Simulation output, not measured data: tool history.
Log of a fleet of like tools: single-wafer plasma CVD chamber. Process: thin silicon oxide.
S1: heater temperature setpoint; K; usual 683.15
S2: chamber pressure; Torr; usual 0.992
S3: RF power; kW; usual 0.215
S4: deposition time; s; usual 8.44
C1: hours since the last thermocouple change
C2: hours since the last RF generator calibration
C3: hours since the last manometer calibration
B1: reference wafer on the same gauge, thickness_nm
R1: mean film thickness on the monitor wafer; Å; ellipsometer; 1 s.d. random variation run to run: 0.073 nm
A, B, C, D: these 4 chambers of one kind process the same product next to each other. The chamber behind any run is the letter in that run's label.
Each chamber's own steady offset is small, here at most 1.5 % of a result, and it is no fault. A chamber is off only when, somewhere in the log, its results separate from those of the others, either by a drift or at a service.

run   hour      S1     S2     S3    S4      C1      C2      C3      B1      R1
 1C    9.9  683.15  0.992  0.215  8.44  1445.6  1861.7  1709.2  16.999  159.87
      17.6  -- chamber C: RF generator calibrated
 2A   21.9  683.15  0.992  0.215  8.44   705.8   312.7  1839.1  17.000  158.58
 3B   29.3  683.15  0.992  0.215  8.44  1490.8   603.3  2344.4  16.977  159.88
 4D   36.3  683.15  0.992  0.215  8.44  1277.9   816.2  1974.6  17.002  159.27
 5B   43.7  683.15  0.992  0.215  8.44  1505.2   617.7  2358.8  17.000  161.32
 6C   53.1  683.15  0.992  0.215  8.44  1488.8    35.6  1752.4  17.014  158.65
 7D   59.5  683.15  0.992  0.215  8.44  1301.1   839.4  1997.8  16.998  160.06
 8A   69.6  683.15  0.992  0.215  8.44   753.5   360.4  1886.8  17.016  159.10
 9A   79.5  683.15  0.992  0.215  8.44   763.4   370.3  1896.7  16.997  158.47
10B   92.1  683.15  0.919  0.180  8.44  1553.6   666.1  2407.2  16.993  139.75
11C  104.6  683.15  0.919  0.180  8.44  1540.3    87.1  1803.9  17.014  136.43
12D  118.7  683.15  0.919  0.180  8.44  1360.3   898.6  2057.0  16.995  137.34
     124.5  -- chamber D: capacitance manometer re-zeroed and calibrated
13C  131.4  683.15  0.919  0.180  8.44  1567.1   113.9  1830.7  17.004  137.88
14B  138.0  683.15  0.992  0.215  8.44  1599.5   712.0  2453.1  16.990  160.04
15A  149.6  683.15  0.992  0.215  8.44   833.5   440.4  1966.8  17.004  158.37
16D  159.1  683.15  0.992  0.215  8.44  1400.7   939.0    34.6  16.993  161.85
17D  170.2  683.15  0.992  0.215  8.44  1411.8   950.1    45.7  17.005  160.65
18B  182.7  683.15  0.992  0.215  8.44  1644.2   756.7  2497.8  16.989  159.88
19C  192.0  674.15  0.992  0.215  8.44  1627.7   174.5  1891.3  16.992  159.92
20A  202.5  674.15  0.992  0.215  8.44   886.4   493.3  2019.7  17.002  158.88
21B  211.9  674.15  0.992  0.215  8.44  1673.4   785.9  2527.0  17.015  161.06
22D  221.7  674.15  0.992  0.215  8.44  1463.3  1001.6    97.2  16.993  161.06
23A  231.9  683.15  0.992  0.215  8.44   915.8   522.7  2049.1  17.003  158.61
24C  243.1  683.15  0.992  0.215  8.44  1678.8   225.6  1942.4  16.976  157.05
25B  252.5  683.15  1.165  0.185  8.44  1714.0   826.5  2567.6  17.000  165.98
26A  261.8  683.15  1.165  0.185  8.44   945.7   552.6  2079.0  17.000  163.21
     264.7  -- chamber C: capacitance manometer re-zeroed and calibrated
27C  272.9  683.15  1.165  0.185  8.44  1708.6   255.4     8.3  16.992  165.39
28D  280.9  683.15  1.165  0.185  8.44  1522.5  1060.8   156.4  16.990  164.79
29D  293.9  683.15  0.992  0.215  8.44  1535.5  1073.8   169.4  17.008  158.59

For the next run the whole fleet of 4 chambers uses the same settings. Give each chamber's results:
30A  304.3  694.15  0.992  0.215  8.44                   ?
30B  304.3  694.15  0.992  0.215  8.44                   ?
30C  304.3  694.15  0.992  0.215  8.44                   ?
30D  304.3  694.15  0.992  0.215  8.44                   ?

run      R1
30A  158.47
30B  159.62
30C  156.73
30D  158.45
